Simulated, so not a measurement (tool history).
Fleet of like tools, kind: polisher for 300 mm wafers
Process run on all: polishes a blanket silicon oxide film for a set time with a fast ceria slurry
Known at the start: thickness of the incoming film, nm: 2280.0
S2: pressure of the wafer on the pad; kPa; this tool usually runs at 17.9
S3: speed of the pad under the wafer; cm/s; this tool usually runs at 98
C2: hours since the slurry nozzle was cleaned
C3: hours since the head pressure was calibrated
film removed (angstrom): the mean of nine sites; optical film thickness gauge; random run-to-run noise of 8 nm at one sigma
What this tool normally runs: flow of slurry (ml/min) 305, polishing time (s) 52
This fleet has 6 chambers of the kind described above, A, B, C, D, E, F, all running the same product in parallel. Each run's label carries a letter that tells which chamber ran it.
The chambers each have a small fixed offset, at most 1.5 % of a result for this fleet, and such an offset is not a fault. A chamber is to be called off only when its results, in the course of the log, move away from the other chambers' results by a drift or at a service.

{"hour": 9.4, "done": "chamber E: worn pad replaced by a new one"}
{"hour": 9.7, "done": "chamber C: worn pad replaced by a new one"}
{"hour": 11.8, "done": "chamber A: worn pad replaced by a new one"}
{"run": "1F", "hour": 13.0, "flow of slurry (ml/min)": 305, "S2": 17.9, "S3": 98, "polishing time (s)": 52, "wafers polished on this pad": 587, "C2": 164.1, "C3": 357.3, "film removed (angstrom)": 7193.3}
{"run": "2E", "hour": 21.0, "flow of slurry (ml/min)": 305, "S2": 17.9, "S3": 98, "polishing time (s)": 52, "wafers polished on this pad": 82, "C2": 323.7, "C3": 787.9, "film removed (angstrom)": 7059.1}
{"run": "3B", "hour": 30.4, "flow of slurry (ml/min)": 305, "S2": 17.9, "S3": 98, "polishing time (s)": 52, "wafers polished on this pad": 236, "C2": 310.1, "C3": 463.4, "film removed (angstrom)": 7056.2}
{"run": "4C", "hour": 41.4, "flow of slurry (ml/min)": 305, "S2": 17.9, "S3": 98, "polishing time (s)": 52, "wafers polished on this pad": 222, "C2": 408.2, "C3": 930.6, "film removed (angstrom)": 7197.7}
{"run": "5D", "hour": 52.9, "flow of slurry (ml/min)": 305, "S2": 17.9, "S3": 98, "polishing time (s)": 52, "wafers polished on this pad": 911, "C2": 451, "C3": 1299, "film removed (angstrom)": 7196.2}
{"hour": 59.0, "done": "chamber F: worn pad replaced by a new one"}
{"run": "6A", "hour": 61.4, "flow of slurry (ml/min)": 305, "S2": 17.9, "S3": 98, "polishing time (s)": 52, "wafers polished on this pad": 348, "C2": 593.1, "C3": 198.5, "film removed (angstrom)": 7170.2}
{"hour": 62.6, "done": "chamber D: worn pad replaced by a new one"}
{"run": "7F", "hour": 74.7, "flow of slurry (ml/min)": 305, "S2": 17.9, "S3": 98, "polishing time (s)": 52, "wafers polished on this pad": 110, "C2": 225.8, "C3": 419, "film removed (angstrom)": 7201.2}
{"run": "8A", "hour": 86.8, "flow of slurry (ml/min)": 305, "S2": 17.9, "S3": 98, "polishing time (s)": 52, "wafers polished on this pad": 527, "C2": 618.5, "C3": 223.9, "film removed (angstrom)": 7069.4}
{"hour": 94.1, "done": "chamber C: worn pad replaced by a new one"}
{"hour": 95.3, "done": "chamber B: worn pad replaced by a new one"}
{"run": "9E", "hour": 95.5, "flow of slurry (ml/min)": 305, "S2": 17.9, "S3": 98, "polishing time (s)": 52, "wafers polished on this pad": 605, "C2": 398.2, "C3": 862.4, "film removed (angstrom)": 7072.3}
{"run": "10D", "hour": 108.6, "flow of slurry (ml/min)": 305, "S2": 17.9, "S3": 98, "polishing time (s)": 52, "wafers polished on this pad": 323, "C2": 506.7, "C3": 1354.7, "film removed (angstrom)": 7042.8}
{"hour": 114.3, "done": "chamber E: worn pad replaced by a new one"}
{"run": "11C", "hour": 120.7, "flow of slurry (ml/min)": 305, "S2": 17.9, "S3": 98, "polishing time (s)": 52, "wafers polished on this pad": 187, "C2": 487.5, "C3": 1009.9, "film removed (angstrom)": 7143.5}
{"run": "12B", "hour": 134.4, "flow of slurry (ml/min)": 305, "S2": 17.9, "S3": 98, "polishing time (s)": 52, "wafers polished on this pad": 275, "C2": 414.1, "C3": 567.4, "film removed (angstrom)": 7037.3}
{"run": "13D", "hour": 142.7, "flow of slurry (ml/min)": 305, "S2": 17.9, "S3": 98, "polishing time (s)": 52, "wafers polished on this pad": 563, "C2": 540.8, "C3": 1388.8, "film removed (angstrom)": 7002.7}
{"run": "14F", "hour": 153.2, "flow of slurry (ml/min)": 305, "S2": 13.1, "S3": 98, "polishing time (s)": 52, "wafers polished on this pad": 661, "C2": 304.3, "C3": 497.5, "film removed (angstrom)": 5163.6}
{"hour": 154.5, "done": "chamber A: slurry nozzle cleaned"}
{"hour": 155.0, "done": "chamber D: head pressure recalibrated"}
{"hour": 159.2, "done": "chamber B: slurry nozzle cleaned"}
{"run": "15C", "hour": 162.1, "flow of slurry (ml/min)": 305, "S2": 13.1, "S3": 98, "polishing time (s)": 52, "wafers polished on this pad": 477, "C2": 528.9, "C3": 1051.3, "film removed (angstrom)": 5114.9}
{"hour": 162.9, "done": "chamber E: slurry nozzle cleaned"}
{"hour": 169.1, "done": "chamber C: worn pad replaced by a new one"}
{"hour": 170.4, "done": "chamber A: worn pad replaced by a new one"}
{"run": "16A", "hour": 175.9, "flow of slurry (ml/min)": 305, "S2": 13.1, "S3": 98, "polishing time (s)": 52, "wafers polished on this pad": 39, "C2": 21.4, "C3": 313, "film removed (angstrom)": 5077.9}
{"run": "17E", "hour": 187.0, "flow of slurry (ml/min)": 305, "S2": 13.1, "S3": 98, "polishing time (s)": 52, "wafers polished on this pad": 511, "C2": 24.1, "C3": 953.9, "film removed (angstrom)": 5185.6}
{"hour": 187.1, "done": "chamber F: worn pad replaced by a new one"}
{"run": "18B", "hour": 195.7, "flow of slurry (ml/min)": 305, "S2": 13.1, "S3": 98, "polishing time (s)": 52, "wafers polished on this pad": 705, "C2": 36.6, "C3": 628.7, "film removed (angstrom)": 5166.5}
{"hour": 196.9, "done": "chamber B: worn pad replaced by a new one"}
{"run": "19D", "hour": 211.6, "flow of slurry (ml/min)": 305, "S2": 13.1, "S3": 98, "polishing time (s)": 52, "wafers polished on this pad": 1047, "C2": 609.7, "C3": 56.6, "film removed (angstrom)": 5110.5}
{"hour": 212.5, "done": "chamber A: head pressure recalibrated"}
{"run": "20C", "hour": 223.0, "flow of slurry (ml/min)": 305, "S2": 17.9, "S3": 98, "polishing time (s)": 52, "wafers polished on this pad": 378, "C2": 589.8, "C3": 1112.2, "film removed (angstrom)": 7096.3}
{"hour": 224.1, "done": "chamber D: slurry nozzle cleaned"}
{"hour": 225.0, "done": "chamber E: worn pad replaced by a new one"}
{"hour": 229.2, "done": "chamber D: worn pad replaced by a new one"}
{"run": "21A", "hour": 232.5, "flow of slurry (ml/min)": 305, "S2": 17.9, "S3": 98, "polishing time (s)": 52, "wafers polished on this pad": 436, "C2": 78, "C3": 20.1, "film removed (angstrom)": 7047.5}
{"hour": 245.8, "done": "chamber C: worn pad replaced by a new one"}
{"run": "22B", "hour": 247.7, "flow of slurry (ml/min)": 305, "S2": 17.9, "S3": 98, "polishing time (s)": 52, "wafers polished on this pad": 357, "C2": 88.6, "C3": 680.7, "film removed (angstrom)": 6968.2}
{"run": "23E", "hour": 256.5, "flow of slurry (ml/min)": 305, "S2": 17.9, "S3": 98, "polishing time (s)": 52, "wafers polished on this pad": 221, "C2": 93.6, "C3": 1023.4, "film removed (angstrom)": 7085.3}
{"run": "24F", "hour": 265.7, "flow of slurry (ml/min)": 305, "S2": 17.9, "S3": 98, "polishing time (s)": 52, "wafers polished on this pad": 552, "C2": 416.8, "C3": 610, "film removed (angstrom)": 7111.3}
{"hour": 268.5, "done": "chamber C: head pressure recalibrated"}
{"hour": 272.7, "done": "chamber E: head pressure recalibrated"}
{"run": "25C", "hour": 280.8, "flow of slurry (ml/min)": 305, "S2": 17.9, "S3": 98, "polishing time (s)": 52, "wafers polished on this pad": 246, "C2": 647.6, "C3": 12.3, "film removed (angstrom)": 7270.9}
{"hour": 292.5, "done": "chamber F: head pressure recalibrated"}
{"run": "26A", "hour": 294.2, "flow of slurry (ml/min)": 305, "S2": 17.9, "S3": 76, "polishing time (s)": 52, "wafers polished on this pad": 870, "C2": 139.7, "C3": 81.8, "film removed (angstrom)": 5422.1}
{"run": "27F", "hour": 308.6, "flow of slurry (ml/min)": 305, "S2": 17.9, "S3": 76, "polishing time (s)": 52, "wafers polished on this pad": 853, "C2": 459.7, "C3": 16.1, "film removed (angstrom)": 5452}
{"hour": 309.8, "done": "chamber B: worn pad replaced by a new one"}
{"hour": 315.6, "done": "chamber A: worn pad replaced by a new one"}
{"run": "28E", "hour": 320.2, "flow of slurry (ml/min)": 305, "S2": 17.9, "S3": 76, "polishing time (s)": 52, "wafers polished on this pad": 669, "C2": 157.3, "C3": 47.5, "film removed (angstrom)": 5563.4}
{"hour": 321.9, "done": "chamber F: slurry nozzle cleaned"}
{"hour": 330.0, "done": "chamber C: worn pad replaced by a new one"}
{"run": "29B", "hour": 332.5, "flow of slurry (ml/min)": 305, "S2": 17.9, "S3": 76, "polishing time (s)": 52, "wafers polished on this pad": 159, "C2": 173.4, "C3": 765.5, "film removed (angstrom)": 5420.7}
{"hour": 339.5, "done": "chamber E: worn pad replaced by a new one"}
{"hour": 342.6, "done": "chamber F: worn pad replaced by a new one"}
{"run": "30D", "hour": 346.7, "flow of slurry (ml/min)": 305, "S2": 17.9, "S3": 76, "polishing time (s)": 52, "wafers polished on this pad": 825, "C2": 122.6, "C3": 191.7, "film removed (angstrom)": 5536.5}
{"hour": 347.1, "done": "chamber B: head pressure recalibrated"}
{"run": "31D", "hour": 359.2, "flow of slurry (ml/min)": 305, "S2": 17.9, "S3": 76, "polishing time (s)": 52, "wafers polished on this pad": 913, "C2": 135.1, "C3": 204.2, "film removed (angstrom)": 5534.2}
{"run": "32E", "hour": 369.5, "flow of slurry (ml/min)": 305, "S2": 17.9, "S3": 98, "polishing time (s)": 52, "wafers polished on this pad": 211, "C2": 206.6, "C3": 96.8, "film removed (angstrom)": 7205.5}
{"run": "33B", "hour": 380.2, "flow of slurry (ml/min)": 305, "S2": 17.9, "S3": 98, "polishing time (s)": 52, "wafers polished on this pad": 494, "C2": 221.1, "C3": 33.1, "film removed (angstrom)": 6995.8}
{"run": "34A", "hour": 395.2, "flow of slurry (ml/min)": 305, "S2": 17.9, "S3": 98, "polishing time (s)": 52, "wafers polished on this pad": 559, "C2": 240.7, "C3": 182.8, "film removed (angstrom)": 7014.1}
{"hour": 405.5, "done": "chamber C: worn pad replaced by a new one"}
{"run": "35C", "hour": 408.6, "flow of slurry (ml/min)": 305, "S2": 17.9, "S3": 98, "polishing time (s)": 52, "wafers polished on this pad": 22, "C2": 775.4, "C3": 140.1, "film removed (angstrom)": 7179.6}
{"run": "36F", "hour": 418.8, "flow of slurry (ml/min)": 305, "S2": 17.9, "S3": 98, "polishing time (s)": 52, "wafers polished on this pad": 535, "C2": 96.9, "C3": 126.3, "film removed (angstrom)": 7160.8}

What goes on in this fleet: one chamber off, a drifting gauge, or nothing beyond the chambers' own small offsets? Name the chamber and the cause, if any.

Neither any chamber nor the gauge drifts; the chambers differ only by their own small, steady offsets.

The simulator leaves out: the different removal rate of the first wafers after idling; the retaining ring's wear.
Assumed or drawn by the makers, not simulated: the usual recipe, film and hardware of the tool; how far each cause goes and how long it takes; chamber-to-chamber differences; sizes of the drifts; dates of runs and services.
